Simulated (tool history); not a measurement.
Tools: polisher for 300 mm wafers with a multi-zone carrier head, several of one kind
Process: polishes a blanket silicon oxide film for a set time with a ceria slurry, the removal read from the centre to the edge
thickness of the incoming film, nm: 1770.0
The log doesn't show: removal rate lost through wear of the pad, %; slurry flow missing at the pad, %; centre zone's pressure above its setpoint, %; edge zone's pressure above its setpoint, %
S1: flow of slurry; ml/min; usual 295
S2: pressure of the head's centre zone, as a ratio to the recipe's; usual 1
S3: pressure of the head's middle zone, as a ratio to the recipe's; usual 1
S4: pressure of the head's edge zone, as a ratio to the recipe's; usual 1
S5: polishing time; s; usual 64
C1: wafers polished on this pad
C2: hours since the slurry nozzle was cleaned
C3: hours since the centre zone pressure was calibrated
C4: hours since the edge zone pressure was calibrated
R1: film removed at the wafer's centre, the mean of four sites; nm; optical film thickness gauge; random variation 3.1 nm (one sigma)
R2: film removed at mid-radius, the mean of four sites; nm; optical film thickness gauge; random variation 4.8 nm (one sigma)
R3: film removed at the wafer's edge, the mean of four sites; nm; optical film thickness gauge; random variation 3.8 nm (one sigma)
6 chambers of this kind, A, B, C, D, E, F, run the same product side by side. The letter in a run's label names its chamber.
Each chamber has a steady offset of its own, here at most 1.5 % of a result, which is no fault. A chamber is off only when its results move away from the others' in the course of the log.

At hour 7.2: chamber D: centre zone pressure recalibrated.
Run 1C, hour 8.9: usual settings; C1 600; C2 485.1; C3 353.8; C4 723.3. Result: R1 330.15 nm, R2 330.82 nm, R3 335.26 nm.
At hour 15: chamber C: slurry nozzle cleaned.
At hour 17.2: chamber A: worn pad replaced by a new one.
Run 2A, hour 20.1: usual settings; C1 29; C2 259.2; C3 80.3; C4 411.5. Result: R1 345.32 nm, R2 341.46 nm, R3 337.57 nm.
At hour 20.9: chamber F: worn pad replaced by a new one.
Run 3F, hour 29.6: usual settings; C1 89; C2 85.6; C3 539.7; C4 80.7. Result: R1 335.03 nm, R2 321.93 nm, R3 338.71 nm.
Run 4B, hour 36.5: usual settings; C1 471; C2 295.4; C3 537.6; C4 893. Result: R1 334.37 nm, R2 338.41 nm, R3 328.22 nm.
At hour 43.4: chamber B: slurry nozzle cleaned.
Run 5D, hour 45.7: usual settings but S2 1.11, S4 0.91; C1 834; C2 410.9; C3 38.5; C4 116.6. Result: R1 366.14 nm, R2 328.5 nm, R3 321.28 nm.
At hour 49.5: chamber E: worn pad replaced by a new one.
Run 6E, hour 55: usual settings but S2 1.11, S4 0.91; C1 57; C2 481.9; C3 779.2; C4 205.8. Result: R1 375.01 nm, R2 331.95 nm, R3 315.37 nm.
Run 7A, hour 62.4: usual settings but S2 1.11, S4 0.91; C1 465; C2 301.5; C3 122.6; C4 453.8. Result: R1 379.6 nm, R2 337.62 nm, R3 319.28 nm.
At hour 71.8: chamber C: worn pad replaced by a new one.
Run 8D, hour 75.3: usual settings but S2 1.11, S4 0.91; C1 1138; C2 440.5; C3 68.1; C4 146.2. Result: R1 372.93 nm, R2 327.2 nm, R3 320.2 nm.
Run 9C, hour 83: usual settings but S2 1.11, S4 0.91; C1 115; C2 68.1; C3 427.9; C4 797.4. Result: R1 376.38 nm, R2 324.47 nm, R3 315.72 nm.
Run 10E, hour 91.2: usual settings but S2 1.11, S4 0.91; C1 429; C2 518.1; C3 815.4; C4 242. Result: R1 375.35 nm, R2 337.37 nm, R3 318.27 nm.
Run 11F, hour 97.4: usual settings; C1 787; C2 153.4; C3 607.5; C4 148.5. Result: R1 331.72 nm, R2 336.81 nm, R3 334.71 nm.
At hour 102.5: chamber B: worn pad replaced by a new one.
At hour 105.1: chamber E: slurry nozzle cleaned.
Run 12B, hour 106.6: usual settings; C1 43; C2 63.3; C3 607.7; C4 963.1. Result: R1 336.21 nm, R2 330.32 nm, R3 339.69 nm.
Run 13A, hour 113.3: usual settings but S3 1.09, S4 1.08; C1 989; C2 352.4; C3 173.5; C4 504.7. Result: R1 327.54 nm, R2 376.83 nm, R3 344.75 nm.
At hour 119.7: chamber B: centre zone pressure recalibrated.
Run 14E, hour 121.9: usual settings but S3 1.09, S4 1.08; C1 745; C2 16.9; C3 846.1; C4 272.7. Result: R1 336.32 nm, R2 365 nm, R3 336.71 nm.
At hour 122.5: chamber A: worn pad replaced by a new one.
Run 15F, hour 132: usual settings but S3 1.09, S4 1.08; C1 1143; C2 188; C3 642.1; C4 183.1. Result: R1 331.38 nm, R2 362.86 nm, R3 344.06 nm.
Run 16D, hour 139.9: usual settings but S3 1.09, S4 1.08; C1 1803; C2 505.1; C3 132.7; C4 210.8. Result: R1 323.27 nm, R2 346 nm, R3 338.09 nm.
At hour 146.6: chamber E: worn pad replaced by a new one.
Run 17B, hour 149.5: usual settings but S3 1.09, S4 1.08; C1 484; C2 106.2; C3 29.9; C4 1006. Result: R1 333.13 nm, R2 355.77 nm, R3 349.5 nm.
At hour 152.5: chamber F: worn pad replaced by a new one.
Run 18C, hour 155.2: usual settings but S3 1.09, S4 1.08; C1 858; C2 140.3; C3 500.1; C4 869.6. Result: R1 336.66 nm, R2 361.62 nm, R3 342.26 nm.
Run 19A, hour 163.2: usual settings; C1 419; C2 402.3; C3 223.4; C4 554.6. Result: R1 338.07 nm, R2 337.23 nm, R3 343.96 nm.
Run 20B, hour 176.3: usual settings but S2 1.06, S3 0.94; C1 760; C2 133; C3 56.7; C4 1032.8. Result: R1 354.63 nm, R2 313.83 nm, R3 331.91 nm.
At hour 180.7: chamber E: centre zone pressure recalibrated.
Run 21F, hour 189.2: usual settings but S2 1.06, S3 0.94; C1 378; C2 245.2; C3 699.3; C4 240.3. Result: R1 357.93 nm, R2 315.66 nm, R3 334.18 nm.
Run 22C, hour 200.6: usual settings but S2 1.06, S3 0.94; C1 1326; C2 185.7; C3 545.5; C4 915. Result: R1 352.57 nm, R2 316.34 nm, R3 332.22 nm.
At hour 211.6: chamber C: worn pad replaced by a new one.
Run 23D, hour 213: usual settings but S2 1.06, S3 0.94; C1 2556; C2 578.2; C3 205.8; C4 283.9. Result: R1 333.88 nm, R2 299.84 nm, R3 327.46 nm.
At hour 213.8: chamber A: worn pad replaced by a new one.
At hour 218.4: chamber B: worn pad replaced by a new one.
Run 24E, hour 222.7: usual settings but S2 1.06, S3 0.94; C1 783; C2 117.7; C3 42.1; C4 373.5. Result: R1 351.55 nm, R2 319.71 nm, R3 328.67 nm.
Run 25D, hour 234.2: usual settings but S2 1.06, S3 0.94; C1 2774; C2 599.4; C3 227; C4 305.1. Result: R1 329.58 nm, R2 293 nm, R3 322.8 nm.
At hour 236.8: chamber E: worn pad replaced by a new one.
Run 26A, hour 243.5: usual settings; C1 306; C2 482.6; C3 303.7; C4 634.9. Result: R1 338.84 nm, R2 332.47 nm, R3 341.92 nm.
Run 27B, hour 255.5: usual settings but S3 1.07; C1 381; C2 212.2; C3 135.9; C4 1112. Result: R1 336.31 nm, R2 355.52 nm, R3 330.27 nm.
Run 28F, hour 264.9: usual settings but S3 1.07; C1 1157; C2 320.9; C3 775; C4 316. Result: R1 337.92 nm, R2 359.21 nm, R3 334.09 nm.
Run 29E, hour 273.7: usual settings but S3 1.07; C1 380; C2 168.7; C3 93.1; C4 424.5. Result: R1 332.05 nm, R2 358.53 nm, R3 332.87 nm.
Run 30C, hour 286.3: usual settings but S3 1.07; C1 769; C2 271.4; C3 631.2; C4 1000.7. Result: R1 332.87 nm, R2 356.96 nm, R3 334.38 nm.
Run 31A, hour 295.7: usual settings but S3 1.07; C1 843; C2 534.8; C3 355.9; C4 687.1. Result: R1 332.41 nm, R2 363.52 nm, R3 333.49 nm.
At hour 299.5: chamber F: worn pad replaced by a new one.
Run 32D, hour 303.7: usual settings but S3 1.07; C1 3489; C2 668.9; C3 296.5; C4 374.6. Result: R1 308.3 nm, R2 325.33 nm, R3 312.57 nm.
Run 33B, hour 316.4: usual settings; C1 1008; C2 273.1; C3 196.8; C4 1172.9. Result: R1 329.66 nm, R2 332.11 nm, R3 334.89 nm.
Run 34E, hour 322.9: usual settings; C1 886; C2 217.9; C3 142.3; C4 473.7. Result: R1 334.4 nm, R2 335.62 nm, R3 330.72 nm.
Run 35F, hour 333.3: usual settings; C1 348; C2 389.3; C3 843.4; C4 384.4. Result: R1 333.41 nm, R2 334.55 nm, R3 337.97 nm.
Run 36C, hour 339.1: usual settings; C1 1312; C2 324.2; C3 684; C4 1053.5. Result: R1 338.9 nm, R2 331.04 nm, R3 334.94 nm.
Run 37C, hour 345.4: usual settings; C1 1377; C2 330.5; C3 690.3; C4 1059.8. Result: R1 340 nm, R2 330.59 nm, R3 330.01 nm.

Is one chamber off against the others, does the gauge drift, or is nothing wrong? If a chamber is off, say which, and what the likeliest cause is.

Chamber D drifts away from the others.
Cause: removal rate lost through wear of the pad, % = 8.99.

Here are 4 candidates for chamber D's next run, each the usual settings with a change, their results left as question marks. Which one brings its results back in line with what the others give on the usual settings?
In line means no further than this from the other chambers' mean on the usual settings: R1 11 nm; R2 17 nm; R3 13 nm
Run 38D-1, hour 354.7: usual settings but S5 62 s. Result: R1 ?, R2 ?, R3 ?.
Run 38D-2, hour 354.7: usual settings but S1 290 ml/min, S2 0.99, S3 0.99, S4 1.01, S5 58 s. Result: R1 ?, R2 ?, R3 ?.
Run 38D-3, hour 354.7: usual settings but S1 300 ml/min, S2 1.01, S3 1.01, S4 0.99, S5 70 s. Result: R1 ?, R2 ?, R3 ?.
Run 38D-4, hour 354.7: usual settings but S5 66 s. Result: R1 ?, R2 ?, R3 ?.

The other chambers' mean on the usual settings: R1 333.57 nm; R2 333.87 nm; R3 333.38 nm
  run      R1      R2      R3
38D-1   293.9  294.45  298.01
38D-2  271.44  272.47  279.91
38D-3  336.03  336.03  335.08
38D-4  312.86  313.44  317.24
38D-3 brings the chamber back in line.
